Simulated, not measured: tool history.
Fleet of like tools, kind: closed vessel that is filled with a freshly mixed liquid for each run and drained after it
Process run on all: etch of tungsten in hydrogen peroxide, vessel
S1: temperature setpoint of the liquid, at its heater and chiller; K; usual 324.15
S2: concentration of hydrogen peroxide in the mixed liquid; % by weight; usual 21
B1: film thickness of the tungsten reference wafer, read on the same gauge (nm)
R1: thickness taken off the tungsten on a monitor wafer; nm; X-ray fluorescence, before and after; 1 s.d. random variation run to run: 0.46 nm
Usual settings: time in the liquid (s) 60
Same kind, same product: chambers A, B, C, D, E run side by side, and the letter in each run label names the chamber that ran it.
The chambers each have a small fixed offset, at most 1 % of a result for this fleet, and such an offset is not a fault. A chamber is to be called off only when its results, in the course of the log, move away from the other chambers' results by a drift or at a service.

run 1A hour=6.7 | S1=324.15 S2=21 time_in_the_liquid_(s)=60 | B1=59.998 | R1=56.015
run 2E hour=10.1 | S1=324.15 S2=21 time_in_the_liquid_(s)=60 | B1=59.997 | R1=55.801
run 3C hour=15.9 | S1=324.15 S2=21 time_in_the_liquid_(s)=60 | B1=59.984 | R1=54.738
run 4B hour=22 | S1=324.15 S2=21 time_in_the_liquid_(s)=60 | B1=59.972 | R1=54.847
run 5D hour=25.8 | S1=324.15 S2=21 time_in_the_liquid_(s)=60 | B1=59.997 | R1=55.833
run 6C hour=31.3 | S1=324.15 S2=21 time_in_the_liquid_(s)=60 | B1=60.003 | R1=54.022
run 7B hour=37.9 | S1=324.15 S2=21 time_in_the_liquid_(s)=60 | B1=60.004 | R1=54.97
run 8D hour=41 | S1=324.15 S2=21 time_in_the_liquid_(s)=60 | B1=60.019 | R1=55.096
run 9A hour=46.1 | S1=324.15 S2=21 time_in_the_liquid_(s)=60 | B1=59.996 | R1=55.426
-- hour=49.2 chamber D: new drum of peroxide connected
run 10E hour=51.4 | S1=324.15 S2=21 time_in_the_liquid_(s)=60 | B1=60.005 | R1=56.079
run 11A hour=54.8 | S1=324.15 S2=21 time_in_the_liquid_(s)=60 | B1=59.983 | R1=55.946
run 12E hour=60.2 | S1=324.15 S2=21 time_in_the_liquid_(s)=60 | B1=59.987 | R1=57.25
-- hour=61.7 chamber B: new drum of peroxide connected
run 13D hour=65.9 | S1=324.15 S2=21 time_in_the_liquid_(s)=60 | B1=59.989 | R1=55.98
run 14B hour=70.8 | S1=324.15 S2=21 time_in_the_liquid_(s)=60 | B1=60 | R1=54.266
run 15C hour=77.1 | S1=324.15 S2=21 time_in_the_liquid_(s)=60 | B1=60.014 | R1=54.465
run 16A hour=83 | S1=324.15 S2=21 time_in_the_liquid_(s)=60 | B1=59.972 | R1=55.233
run 17D hour=86.1 | S1=324.15 S2=21 time_in_the_liquid_(s)=60 | B1=59.981 | R1=55.751
run 18C hour=92.4 | S1=324.15 S2=21 time_in_the_liquid_(s)=60 | B1=60.036 | R1=54.692
run 19B hour=98.1 | S1=324.15 S2=21 time_in_the_liquid_(s)=60 | B1=60.005 | R1=55.149
run 20E hour=101.6 | S1=324.15 S2=21 time_in_the_liquid_(s)=60 | B1=60.015 | R1=58.388
run 21E hour=106.9 | S1=324.15 S2=21 time_in_the_liquid_(s)=60 | B1=59.962 | R1=57.474
run 22D hour=111.7 | S1=324.15 S2=25 time_in_the_liquid_(s)=60 | B1=60.013 | R1=59.836
run 23B hour=116.4 | S1=324.15 S2=25 time_in_the_liquid_(s)=60 | B1=60.008 | R1=59.629
run 24C hour=120.2 | S1=324.15 S2=25 time_in_the_liquid_(s)=60 | B1=60.021 | R1=59.368
-- hour=121.9 chamber E: peroxide flow meter replaced
-- hour=124.1 chamber A: new drum of peroxide connected
run 25A hour=124.1 | S1=324.15 S2=25 time_in_the_liquid_(s)=60 | B1=59.998 | R1=61.142
run 26C hour=130.3 | S1=324.15 S2=25 time_in_the_liquid_(s)=60 | B1=59.984 | R1=58.995
run 27A hour=133.8 | S1=317.65 S2=21 time_in_the_liquid_(s)=50 | B1=60.018 | R1=31.19
run 28D hour=137 | S1=317.65 S2=21 time_in_the_liquid_(s)=50 | B1=60.009 | R1=30.736
run 29B hour=140.7 | S1=317.65 S2=21 time_in_the_liquid_(s)=50 | B1=60.017 | R1=31.055
run 30E hour=147 | S1=317.65 S2=21 time_in_the_liquid_(s)=50 | B1=59.994 | R1=33.548
run 31A hour=150.1 | S1=317.65 S2=21 time_in_the_liquid_(s)=50 | B1=60 | R1=31.052
run 32D hour=153.7 | S1=324.15 S2=21 time_in_the_liquid_(s)=60 | B1=59.979 | R1=55.664
-- hour=156.8 chamber C: new drum of peroxide connected
run 33E hour=156.8 | S1=324.15 S2=21 time_in_the_liquid_(s)=60 | B1=59.995 | R1=59.752
run 34C hour=160 | S1=324.15 S2=21 time_in_the_liquid_(s)=60 | B1=59.998 | R1=54.865
run 35B hour=165.7 | S1=324.15 S2=21 time_in_the_liquid_(s)=60 | B1=59.984 | R1=55.089
run 36C hour=172.3 | S1=324.15 S2=21 time_in_the_liquid_(s)=60 | B1=60.068 | R1=55.791
run 37A hour=178.1 | S1=324.15 S2=21 time_in_the_liquid_(s)=75 | B1=60.012 | R1=70.043

Decide between three cases: one chamber stands off from its peers, the gauge reading all wafers drifts, or nothing is wrong past each chamber's small offset. Where a chamber is off, say which and what most likely put it there.

Little by little, chamber E moves away from the other chambers.
Likeliest cause: liquid hotter than its thermometer reads (K) = 1.74.

Below are 4 candidate recipes for chamber E's next run, each the usual settings with a change, their results shown as question marks. Which of them brings E's results back in line with what the other chambers give on the usual settings?
Counts as in line when no further than this from what the other chambers average on the usual settings: R1 1.6 nm
run 38E-1 hour=182.9 | S1=325.15 S2=21 time_in_the_liquid_(s)=60 | R1=?
run 38E-2 hour=182.9 | S1=324.15 S2=26 time_in_the_liquid_(s)=60 | R1=?
run 38E-3 hour=182.9 | S1=323.65 S2=21 time_in_the_liquid_(s)=55 | R1=?
run 38E-4 hour=182.9 | S1=324.15 S2=18.5 time_in_the_liquid_(s)=60 | R1=?

The mean the other chambers reach with the usual settings: R1 55.264 nm
run=38E-1 R1=65.662
run=38E-2 R1=68.785
run=38E-3 R1=55.075
run=38E-4 R1=58.121
With 38E-3, the chamber falls back in line with the rest.

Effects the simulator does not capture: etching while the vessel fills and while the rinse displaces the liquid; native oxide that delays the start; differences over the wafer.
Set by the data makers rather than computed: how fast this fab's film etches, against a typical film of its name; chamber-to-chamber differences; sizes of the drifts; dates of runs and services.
